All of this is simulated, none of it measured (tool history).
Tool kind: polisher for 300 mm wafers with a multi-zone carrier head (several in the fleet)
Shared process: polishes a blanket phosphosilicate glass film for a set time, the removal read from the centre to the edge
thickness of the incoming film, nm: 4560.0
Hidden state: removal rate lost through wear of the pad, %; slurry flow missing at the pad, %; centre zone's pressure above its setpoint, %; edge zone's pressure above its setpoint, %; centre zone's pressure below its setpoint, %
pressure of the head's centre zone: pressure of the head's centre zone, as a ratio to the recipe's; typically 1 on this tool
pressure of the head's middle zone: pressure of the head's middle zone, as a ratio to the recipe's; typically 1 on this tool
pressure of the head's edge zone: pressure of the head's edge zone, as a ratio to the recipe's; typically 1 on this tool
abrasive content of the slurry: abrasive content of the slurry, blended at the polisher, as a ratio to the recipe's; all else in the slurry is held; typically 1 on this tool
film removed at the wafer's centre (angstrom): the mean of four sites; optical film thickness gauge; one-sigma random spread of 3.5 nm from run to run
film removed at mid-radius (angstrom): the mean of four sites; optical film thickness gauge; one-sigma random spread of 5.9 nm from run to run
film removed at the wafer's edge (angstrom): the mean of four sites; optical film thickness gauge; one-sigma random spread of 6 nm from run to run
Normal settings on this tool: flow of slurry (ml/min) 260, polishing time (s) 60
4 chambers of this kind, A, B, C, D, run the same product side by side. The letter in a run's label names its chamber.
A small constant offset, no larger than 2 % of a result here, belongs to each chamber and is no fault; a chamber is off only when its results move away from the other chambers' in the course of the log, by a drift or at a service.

| run | hour | flow of slurry (ml/min) | pressure of the head's centre zone | pressure of the head's middle zone | pressure of the head's edge zone | abrasive content of the slurry | polishing time (s) | wafers polished on this pad | hours since the slurry nozzle was cleaned | hours since the centre zone pressure was calibrated | hours since the edge zone pressure was calibrated | film removed at the wafer's centre (angstrom) | film removed at mid-radius (angstrom) | film removed at the wafer's edge (angstrom) |
|---|---|---|---|---|---|---|---|---|---|---|---|---|---|---|
| 1D | 2.3 | 260 | 1 | 1 | 1 | 1 | 60 | 684 | 434.8 | 491.9 | 15.3 | 4018.1 | 4140.7 | 4032.8 |
| 2A | 6.8 | 260 | 1 | 1 | 1 | 1 | 60 | 419 | 44.8 | 254.6 | 119.4 | 4006.3 | 4025.8 | 4103.8 |
| 3B | 9.3 | 260 | 1 | 1 | 1 | 1 | 60 | 648 | 366.8 | 614.9 | 360.5 | 3926.1 | 3950.7 | 4154.1 |
|  | 10.4 | chamber B: worn pad replaced by a new one |
| 4C | 13.2 | 260 | 1 | 1 | 1 | 1 | 60 | 299 | 161.1 | 74.4 | 213.7 | 4064.8 | 4038 | 4097.3 |
| 5A | 16.8 | 260 | 1 | 1 | 1 | 1 | 60 | 492 | 54.8 | 264.6 | 129.4 | 4053.8 | 3999.1 | 4051 |
| 6B | 19.4 | 260 | 1 | 1 | 1 | 1 | 60 | 66 | 376.9 | 625 | 370.6 | 3912.8 | 4107.8 | 4054.9 |
| 7C | 24.4 | 260 | 1 | 1 | 1 | 1 | 60 | 381 | 172.3 | 85.6 | 224.9 | 4020 | 3968.7 | 4006.4 |
| 8D | 27.5 | 260 | 1 | 1 | 1 | 1 | 60 | 868 | 460 | 517.1 | 40.5 | 4107 | 4015.3 | 3996.2 |
| 9D | 31.2 | 260 | 1 | 1 | 1 | 1 | 60 | 895 | 463.7 | 520.8 | 44.2 | 4042.2 | 4203.2 | 4112.7 |
| 10A | 33.6 | 260 | 1 | 1 | 1 | 1 | 60 | 615 | 71.6 | 281.4 | 146.2 | 4035.9 | 4009.4 | 4150.9 |
|  | 33.9 | chamber D: slurry nozzle cleaned |
| 11B | 36 | 260 | 1 | 1 | 1 | 1 | 60 | 187 | 393.5 | 641.6 | 387.2 | 3942.6 | 4016 | 3983.4 |
| 12C | 40 | 260 | 1.06 | 1.06 | 1 | 1 | 60 | 495 | 187.9 | 101.2 | 240.5 | 4377.8 | 4338.4 | 3973.5 |
| 13B | 44.6 | 260 | 1.06 | 1.06 | 1 | 1 | 60 | 250 | 402.1 | 650.2 | 395.8 | 4197.1 | 4293 | 4051.8 |
| 14D | 49.2 | 260 | 1.06 | 1.06 | 1 | 1 | 60 | 1027 | 15.3 | 538.8 | 62.2 | 4322.3 | 4207.1 | 4024.1 |
| 15A | 52.8 | 260 | 1.06 | 1.06 | 1 | 1 | 60 | 755 | 90.8 | 300.6 | 165.4 | 4278.3 | 4200.6 | 3965.8 |
| 16C | 56.6 | 260 | 1 | 1 | 1 | 1 | 60 | 617 | 204.5 | 117.8 | 257.1 | 3994.2 | 3950.7 | 4029.1 |
| 17D | 60.9 | 260 | 1 | 1 | 1 | 1 | 60 | 1112 | 27 | 550.5 | 73.9 | 4018.9 | 3994.4 | 4093.1 |
| 18C | 65.5 | 260 | 1 | 1 | 1 | 1 | 60 | 682 | 213.4 | 126.7 | 266 | 4050.6 | 4054.1 | 4027.5 |
| 19A | 67.9 | 260 | 1 | 1 | 1 | 1 | 60 | 866 | 105.9 | 315.7 | 180.5 | 4016.6 | 4020.9 | 3992.8 |
|  | 68.3 | chamber C: worn pad replaced by a new one |
| 20B | 72.1 | 260 | 1 | 1 | 1 | 1 | 60 | 451 | 429.6 | 677.7 | 423.3 | 3903.3 | 3956.4 | 4061.7 |
|  | 73.7 | chamber B: edge zone pressure recalibrated |
|  | 75.5 | chamber A: worn pad replaced by a new one |
| 21A | 77 | 260 | 1 | 1 | 1 | 1 | 60 | 11 | 115 | 324.8 | 189.6 | 4023.6 | 4000.8 | 4088.8 |
| 22C | 80.8 | 260 | 1 | 1 | 1 | 1 | 60 | 91 | 228.7 | 142 | 281.3 | 4004.9 | 4008.7 | 4030.9 |
| 23D | 84.8 | 260 | 1 | 1 | 1 | 1 | 54 | 1287 | 50.9 | 574.4 | 97.8 | 3631.2 | 3700.2 | 3684.1 |
|  | 85.2 | chamber B: worn pad replaced by a new one |
| 24B | 88 | 260 | 1 | 1 | 1 | 1 | 54 | 20 | 445.5 | 693.6 | 14.4 | 3526.1 | 3668.6 | 3697.5 |
| 25D | 90.3 | 260 | 1 | 1 | 1 | 1 | 54 | 1327 | 56.4 | 579.9 | 103.3 | 3607.3 | 3690.2 | 3688.6 |
| 26B | 92.6 | 260 | 1 | 1 | 1 | 1 | 54 | 54 | 450.1 | 698.2 | 19 | 3487.8 | 3660.5 | 3728.5 |
| 27A | 97.5 | 260 | 1 | 1 | 1 | 1 | 60 | 161 | 135.5 | 345.3 | 210.1 | 3994.6 | 3991.4 | 4036.2 |
| 28C | 100.1 | 260 | 1 | 1 | 1 | 1 | 60 | 232 | 248 | 161.3 | 300.6 | 4071.7 | 3967.7 | 4190.6 |
| 29D | 103.8 | 305 | 1 | 1 | 1 | 1 | 60 | 1426 | 69.9 | 593.4 | 116.8 | 4116.2 | 4152.5 | 4133.8 |
| 30C | 108.7 | 305 | 1 | 1 | 1 | 1 | 60 | 295 | 256.6 | 169.9 | 309.2 | 4177.2 | 4132 | 4128.3 |
| 31B | 111.3 | 305 | 1 | 1 | 1 | 1 | 60 | 191 | 468.8 | 716.9 | 37.7 | 3928.7 | 4071.4 | 4129.1 |
| 32A | 113.8 | 305 | 1 | 1 | 1 | 1 | 60 | 280 | 151.8 | 361.6 | 226.4 | 4138.3 | 3993.2 | 4047.7 |
| 33A | 116 | 260 | 1 | 1 | 1 | 1 | 60 | 296 | 154 | 363.8 | 228.6 | 4028 | 4133.4 | 4052 |
|  | 120.9 | chamber D: worn pad replaced by a new one |
| 34B | 120.9 | 260 | 1 | 1 | 1 | 1 | 60 | 261 | 478.4 | 726.5 | 47.3 | 3780 | 4029.4 | 4009.4 |
| 35D | 124.9 | 260 | 1 | 1 | 1 | 1 | 60 | 29 | 91 | 614.5 | 137.9 | 4016.2 | 4032.8 | 4018.9 |
| 36C | 128.7 | 260 | 1 | 1 | 1 | 1 | 60 | 442 | 276.6 | 189.9 | 329.2 | 3990.7 | 3970.9 | 3996.8 |
| 37C | 133.6 | 260 | 1 | 1 | 1 | 1 | 60 | 477 | 281.5 | 194.8 | 334.1 | 4038.3 | 3964.5 | 4110.1 |
| 38D | 138.1 | 260 | 1 | 1 | 1 | 1 | 60 | 126 | 104.2 | 627.7 | 151.1 | 4042.9 | 4044.4 | 3936.7 |
| 39B | 141.5 | 260 | 1 | 1 | 0.93 | 1 | 60 | 411 | 499 | 747.1 | 67.9 | 3766.9 | 4091 | 3924.3 |

One chamber off, gauge drift, or nothing amiss beyond the chambers' own small offsets? If it is a chamber, which one, and what is the likeliest cause?

One chamber, B, drifts off from the rest bit by bit.
Likeliest cause: centre zone's pressure below its setpoint, % = 4.56.

Which of the 4 candidates below, each the usual settings with something changed and its results left as question marks, puts chamber B back in line with what the other chambers give on the usual settings?
Maximum distance from the other chambers' mean on the usual settings for a result to count as in line: film removed at the wafer's centre (angstrom) 120; film removed at mid-radius (angstrom) 210; film removed at the wafer's edge (angstrom) 210
| 40B-1 | 145.1 | 255 | 0.95 | 1.01 | 1.02 | 1 | 60 |  |  |  |  | ? | ? | ? |
| 40B-2 | 145.1 | 265 | 1.06 | 0.99 | 0.98 | 1 | 60 |  |  |  |  | ? | ? | ? |
| 40B-3 | 145.1 | 260 | 1.01 | 1 | 1 | 1 | 60 |  |  |  |  | ? | ? | ? |
| 40B-4 | 145.1 | 260 | 0.99 | 1 | 1 | 1 | 60 |  |  |  |  | ? | ? | ? |

Other chambers, usual settings, mean: film removed at the wafer's centre (angstrom) 4041.6; film removed at mid-radius (angstrom) 4023; film removed at the wafer's edge (angstrom) 4053.5
| run | film removed at the wafer's centre (angstrom) | film removed at mid-radius (angstrom) | film removed at the wafer's edge (angstrom) |
|---|---|---|---|
| 40B-1 | 3558.7 | 4082 | 4070.7 |
| 40B-2 | 4040 | 4023.9 | 4001.5 |
| 40B-3 | 3820.1 | 4053.1 | 4036.4 |
| 40B-4 | 3735.9 | 4053.6 | 4036.4 |
It is 40B-2 that realigns the chamber with its peers.
